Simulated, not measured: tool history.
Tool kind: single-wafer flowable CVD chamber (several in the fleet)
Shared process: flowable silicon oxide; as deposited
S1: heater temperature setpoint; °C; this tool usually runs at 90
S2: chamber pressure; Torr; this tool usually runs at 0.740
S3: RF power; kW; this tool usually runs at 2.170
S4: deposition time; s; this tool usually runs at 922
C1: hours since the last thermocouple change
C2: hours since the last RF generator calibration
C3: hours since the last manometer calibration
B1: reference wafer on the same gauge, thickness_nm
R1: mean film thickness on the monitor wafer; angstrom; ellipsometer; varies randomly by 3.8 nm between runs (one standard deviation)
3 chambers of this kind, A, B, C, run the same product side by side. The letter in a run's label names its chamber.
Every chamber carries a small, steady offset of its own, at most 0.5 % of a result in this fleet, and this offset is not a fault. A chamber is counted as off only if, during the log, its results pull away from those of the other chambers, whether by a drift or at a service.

Run 1C, day 0.346: usual settings; C1 947.0; C2 609.1; C3 1290.6; B1 591.78. Result: R1 7205.4 angstrom.
Run 2A, day 0.883: usual settings; C1 469.8; C2 275.1; C3 1947.0; B1 592.06. Result: R1 7144.9 angstrom.
Run 3B, day 1.279: usual settings; C1 2089.8; C2 1678.6; C3 1979.3; B1 592.39. Result: R1 7129.3 angstrom.
Run 4A, day 1.942: usual settings; C1 495.2; C2 300.5; C3 1972.4; B1 592.19. Result: R1 7193.4 angstrom.
Run 5B, day 2.321: usual settings; C1 2114.8; C2 1703.6; C3 2004.3; B1 592.09. Result: R1 7240.3 angstrom.
Run 6C, day 2.962: usual settings; C1 1009.8; C2 671.9; C3 1353.4; B1 592.06. Result: R1 7148.1 angstrom.
At day 3.233: chamber B: thermocouple changed; heater temperature recalibrated.
Run 7C, day 3.388: usual settings; C1 1020.0; C2 682.1; C3 1363.6; B1 591.89. Result: R1 7076.4 angstrom.
Run 8B, day 3.904: usual settings; C1 16.1; C2 1741.6; C3 2042.3; B1 591.78. Result: R1 7105.5 angstrom.
Run 9A, day 4.329: usual settings; C1 552.5; C2 357.8; C3 2029.7; B1 592.55. Result: R1 7123.1 angstrom.
Run 10C, day 4.942: usual settings; C1 1057.3; C2 719.4; C3 1400.9; B1 591.70. Result: R1 7078.9 angstrom.
Run 11B, day 5.546: usual settings; C1 55.5; C2 1781.0; C3 2081.7; B1 591.31. Result: R1 7230.3 angstrom.
Run 12A, day 6.000: usual settings but S1 77 °C; C1 592.6; C2 397.9; C3 2069.8; B1 592.26. Result: R1 10319.0 angstrom.
Run 13B, day 6.475: usual settings but S1 77 °C; C1 77.8; C2 1803.3; C3 2104.0; B1 592.10. Result: R1 10481.0 angstrom.
At day 6.588: chamber A: capacitance manometer re-zeroed and calibrated.
Run 14C, day 7.100: usual settings but S1 77 °C; C1 1109.1; C2 771.2; C3 1452.7; B1 592.21. Result: R1 10455.0 angstrom.
Run 15A, day 7.729: usual settings; C1 634.1; C2 439.4; C3 27.5; B1 591.14. Result: R1 7165.0 angstrom.
Run 16A, day 8.117: usual settings; C1 643.4; C2 448.7; C3 36.8; B1 592.80. Result: R1 7206.4 angstrom.
Run 17B, day 8.633: usual settings; C1 129.6; C2 1855.1; C3 2155.8; B1 591.62. Result: R1 7246.1 angstrom.
Run 18C, day 9.175: usual settings; C1 1158.9; C2 821.0; C3 1502.5; B1 592.34. Result: R1 7182.5 angstrom.
Run 19C, day 9.712: usual settings but S1 104 °C, S4 1021 s; C1 1171.8; C2 833.9; C3 1515.4; B1 591.55. Result: R1 4982.6 angstrom.
Run 20A, day 10.112: usual settings but S1 104 °C, S4 1021 s; C1 691.3; C2 496.6; C3 84.7; B1 591.67. Result: R1 4943.8 angstrom.
At day 10.496: chamber C: thermocouple changed; heater temperature recalibrated.
Run 21B, day 10.629: usual settings but S1 104 °C, S4 1021 s; C1 177.5; C2 1903.0; C3 2203.7; B1 592.26. Result: R1 5002.8 angstrom.
Run 22C, day 11.204: usual settings; C1 17.0; C2 869.7; C3 1551.2; B1 592.24. Result: R1 7345.8 angstrom.
Run 23A, day 11.625: usual settings but S1 98 °C, S2 0.824 Torr; C1 727.6; C2 532.9; C3 121.0; B1 592.90. Result: R1 6266.1 angstrom.
Run 24B, day 12.079: usual settings but S1 98 °C, S2 0.824 Torr; C1 212.3; C2 1937.8; C3 2238.5; B1 591.90. Result: R1 6288.3 angstrom.
At day 12.279: chamber B: capacitance manometer re-zeroed and calibrated.
At day 12.504: chamber B: RF generator calibrated.
Run 25B, day 12.546: usual settings but S1 98 °C, S2 0.824 Torr; C1 223.5; C2 1.1; C3 6.4; B1 592.28. Result: R1 6322.7 angstrom.
Run 26A, day 13.158: usual settings; C1 764.4; C2 569.7; C3 157.8; B1 592.73. Result: R1 7121.7 angstrom.
Run 27C, day 13.508: usual settings; C1 72.3; C2 925.0; C3 1606.5; B1 592.28. Result: R1 7357.9 angstrom.
Run 28B, day 14.183: usual settings; C1 262.8; C2 40.4; C3 45.7; B1 592.16. Result: R1 7162.0 angstrom.
Run 29A, day 14.779: usual settings; C1 803.3; C2 608.6; C3 196.7; B1 593.08. Result: R1 7190.6 angstrom.
Run 30C, day 15.108: usual settings; C1 110.7; C2 963.4; C3 1644.9; B1 591.57. Result: R1 7378.5 angstrom.
Run 31C, day 15.562: usual settings but S1 83 °C, S4 1054 s; C1 121.6; C2 974.3; C3 1655.8; B1 591.56. Result: R1 10376.0 angstrom.
Run 32B, day 16.042: usual settings but S1 83 °C, S4 1054 s; C1 307.4; C2 85.0; C3 90.3; B1 592.19. Result: R1 10091.0 angstrom.
Run 33A, day 16.550: usual settings but S1 83 °C, S4 1054 s; C1 845.8; C2 651.1; C3 239.2; B1 591.94. Result: R1 10040.0 angstrom.
Run 34C, day 16.967: usual settings; C1 155.3; C2 1008.0; C3 1689.5; B1 591.83. Result: R1 7366.9 angstrom.
Run 35A, day 17.450: usual settings; C1 867.4; C2 672.7; C3 260.8; B1 591.28. Result: R1 7163.2 angstrom.
Run 36B, day 17.833: usual settings but S2 0.599 Torr, S4 752 s; C1 350.4; C2 128.0; C3 133.3; B1 591.62. Result: R1 4372.1 angstrom.
Run 37A, day 18.396: usual settings but S2 0.599 Torr, S4 752 s; C1 890.1; C2 695.4; C3 283.5; B1 592.03. Result: R1 4328.5 angstrom.

Is one chamber off against the others, does the gauge drift, or is nothing wrong? If a chamber is off, say which, and what the likeliest cause is.

A service on chamber C put it out of line with the rest.
Most likely cause: wafer temperature below the value expected at the setpoint (K) = 0.938.

Which of the 4 candidates below, each the usual settings with something changed and its results left as question marks, puts chamber C back in line with what the other chambers give on the usual settings?
To be in line, a result may differ from the other chambers' mean on the usual settings by at most: R1 130.0 angstrom
Run 38C-1, day 18.896: usual settings but S1 89 °C, S2 0.750 Torr, S4 928 s. Result: R1 ?.
Run 38C-2, day 18.896: usual settings but S2 0.729 Torr, S4 916 s. Result: R1 ?.
Run 38C-3, day 18.896: usual settings but S2 0.754 Torr. Result: R1 ?.
Run 38C-4, day 18.896: usual settings but S1 91 °C, S2 0.730 Torr, S4 916 s. Result: R1 ?.

Usual-settings mean across the other chambers: R1 7157.9 angstrom
  run      R1
38C-1  7761.6
38C-2  7159.4
38C-3  7540.1
38C-4  6962.3
The right change is 38C-2: it brings the chamber back within the allowed miss of the others.

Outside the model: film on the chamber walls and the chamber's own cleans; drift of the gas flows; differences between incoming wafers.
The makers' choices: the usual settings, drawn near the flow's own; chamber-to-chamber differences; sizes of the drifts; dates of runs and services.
